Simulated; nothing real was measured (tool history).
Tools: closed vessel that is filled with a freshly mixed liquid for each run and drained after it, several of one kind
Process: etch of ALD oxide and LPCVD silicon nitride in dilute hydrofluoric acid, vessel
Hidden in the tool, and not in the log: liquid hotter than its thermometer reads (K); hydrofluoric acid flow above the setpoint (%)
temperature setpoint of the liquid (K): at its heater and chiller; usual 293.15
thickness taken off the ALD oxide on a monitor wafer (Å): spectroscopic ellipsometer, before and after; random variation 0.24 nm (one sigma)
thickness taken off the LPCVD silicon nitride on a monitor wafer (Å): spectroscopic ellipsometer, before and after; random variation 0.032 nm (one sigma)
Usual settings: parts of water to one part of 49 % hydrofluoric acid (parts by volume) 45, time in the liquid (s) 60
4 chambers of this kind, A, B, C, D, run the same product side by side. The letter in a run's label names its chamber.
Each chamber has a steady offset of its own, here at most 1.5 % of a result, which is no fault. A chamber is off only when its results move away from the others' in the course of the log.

run   hour  temperature setpoint of the liquid (K)  parts of water to one part of 49 % hydrofluoric acid (parts by volume)  time in the liquid (s)  hours since the thermometer was replaced  hours since the hydrofluoric acid flow meter was replaced  read-back film thickness of the ALD oxide reference wafer, read on the same gauge (nm)  read-back film thickness of the LPCVD silicon nitride reference wafer, read on the same gauge (nm)  thickness taken off the ALD oxide on a monitor wafer (Å)  thickness taken off the LPCVD silicon nitride on a monitor wafer (Å)
 1C    3.6                                  293.15                                                                      45                      60                                       354                                                      332.1                                                                                  39.992                                                                                              110.01                                                    315.97                                                                4.5683
 2A    6.1                                  293.15                                                                      45                      60                                    1448.6                                                       1253                                                                                  39.987                                                                                              109.95                                                    313.14                                                                4.8454
 3D   10.3                                  293.15                                                                      45                      60                                    1499.6                                                      853.3                                                                                  40.015                                                                                                 110                                                    317.52                                                                4.2982
 4B     13                                  293.15                                                                      45                      60                                       327                                                      905.3                                                                                  40.011                                                                                                 110                                                    317.87                                                                4.8048
 5B   18.5                                  293.15                                                                      45                      60                                     332.5                                                      910.8                                                                                  39.988                                                                                              109.98                                                    317.38                                                                4.9079
 6C     23                                  293.15                                                                      45                      60                                     373.4                                                      351.5                                                                                  39.996                                                                                              109.93                                                    310.89                                                                5.0195
 7A     26                                  293.15                                                                      45                      60                                    1468.5                                                     1272.9                                                                                   40.02                                                                                              109.99                                                       313                                                                4.7409
 8D   30.2                                  293.15                                                                      45                      60                                    1519.5                                                      873.2                                                                                  39.982                                                                                                 110                                                    316.44                                                                4.6992
 9B   34.7                                  293.15                                                                      45                      60                                     348.7                                                        927                                                                                  39.993                                                                                              109.96                                                    316.22                                                                5.2397
10D   37.4                                  293.15                                                                      45                      60                                    1526.7                                                      880.4                                                                                  40.015                                                                                              109.99                                                    315.93                                                                5.1114
11A     43                                  293.15                                                                      45                      60                                    1485.5                                                     1289.9                                                                                  40.024                                                                                                 110                                                    314.02                                                                4.6956
12C   46.8                                  290.15                                                                      45                      45                                     397.2                                                      375.3                                                                                  39.998                                                                                              109.97                                                    204.95                                                                3.0673
13D     52                                  290.15                                                                      45                      45                                    1541.3                                                        895                                                                                  39.993                                                                                              109.99                                                    206.88                                                                2.8861
14C   55.8                                  290.15                                                                      45                      45                                     406.2                                                      384.3                                                                                  40.005                                                                                              110.01                                                    205.22                                                                2.9578
15A   61.3                                  290.15                                                                      45                      45                                    1503.8                                                     1308.2                                                                                  40.007                                                                                              110.04                                                    208.56                                                                2.6191
16B   66.5                                  293.15                                                                      45                      60                                     380.5                                                      958.8                                                                                  40.003                                                                                                 110                                                    317.86                                                                4.2478
17A   70.5                                  293.15                                                                      45                      60                                      1513                                                     1317.4                                                                                  40.003                                                                                              109.94                                                     315.3                                                                4.7861
18B   73.9                                  293.15                                                                      45                      60                                     387.9                                                      966.2                                                                                  39.997                                                                                              109.95                                                    316.99                                                                4.9088
19C   78.6                                  290.15                                                                      45                      60                                       429                                                      407.1                                                                                  39.997                                                                                              110.05                                                    270.04                                                                3.8203
20D   83.3                                  290.15                                                                      45                      60                                    1572.6                                                      926.3                                                                                  40.031                                                                                              110.07                                                    277.27                                                                3.7473
21D   87.3                                  290.15                                                                      45                      60                                    1576.6                                                      930.3                                                                                  40.011                                                                                              110.02                                                     281.4                                                                3.6095
22A   92.4                                  290.15                                                                      45                      60                                    1534.9                                                     1339.3                                                                                  40.005                                                                                              110.01                                                     277.3                                                                3.8776
23C   95.6                                  293.15                                                                      45                      60                                       446                                                      424.1                                                                                  40.015                                                                                              110.03                                                    310.37                                                                 4.878
24B   98.6                                  293.15                                                                      45                      60                                     412.6                                                      990.9                                                                                  39.996                                                                                              109.93                                                    319.28                                                                4.9328
25B  101.5                                  293.15                                                                      45                      60                                     415.5                                                      993.8                                                                                  40.018                                                                                              110.03                                                    318.74                                                                4.8175
26C  104.8                                  293.15                                                                      45                      60                                     455.2                                                      433.3                                                                                  39.993                                                                                                 110                                                    308.96                                                                4.7148
27A  109.3                                  293.15                                                                      45                      60                                    1551.8                                                     1356.2                                                                                  40.013                                                                                              109.97                                                    311.72                                                                4.6454
28D  111.9                                  293.15                                                                      45                      60                                    1601.2                                                      954.9                                                                                  39.991                                                                                              110.03                                                    319.69                                                                5.0785
29B  117.1                                  293.15                                                                      60                      50                                     431.1                                                     1009.4                                                                                  40.026                                                                                              110.02                                                     195.5                                                                3.2936
30C  120.6                                  293.15                                                                      60                      50                                       471                                                      449.1                                                                                   39.98                                                                                              110.03                                                    190.16                                                                3.1238
31D  124.1                                  293.15                                                                      60                      50                                    1613.4                                                      967.1                                                                                  39.981                                                                                              109.99                                                    192.74                                                                3.2436
32A  127.4                                  293.15                                                                      60                      50                                    1569.9                                                     1374.3                                                                                  39.984                                                                                              110.02                                                    192.83                                                                3.1921

All 4 chambers run these settings next. Forecast each chamber's results:
33A  131.5                                  290.65                                                                      45                      60                                                                                                                                                                                                                                                                                                                                                          ?                                                                     ?
33B  131.5                                  290.65                                                                      45                      60                                                                                                                                                                                                                                                                                                                                                          ?                                                                     ?
33C  131.5                                  290.65                                                                      45                      60                                                                                                                                                                                                                                                                                                                                                          ?                                                                     ?
33D  131.5                                  290.65                                                                      45                      60                                                                                                                                                                                                                                                                                                                                                          ?                                                                     ?

run  thickness taken off the ALD oxide on a monitor wafer (Å)  thickness taken off the LPCVD silicon nitride on a monitor wafer (Å)
33A                                                    282.36                                                                3.6682
33B                                                    288.85                                                                4.3591
33C                                                    277.95                                                                4.1975
33D                                                    285.62                                                                4.1148
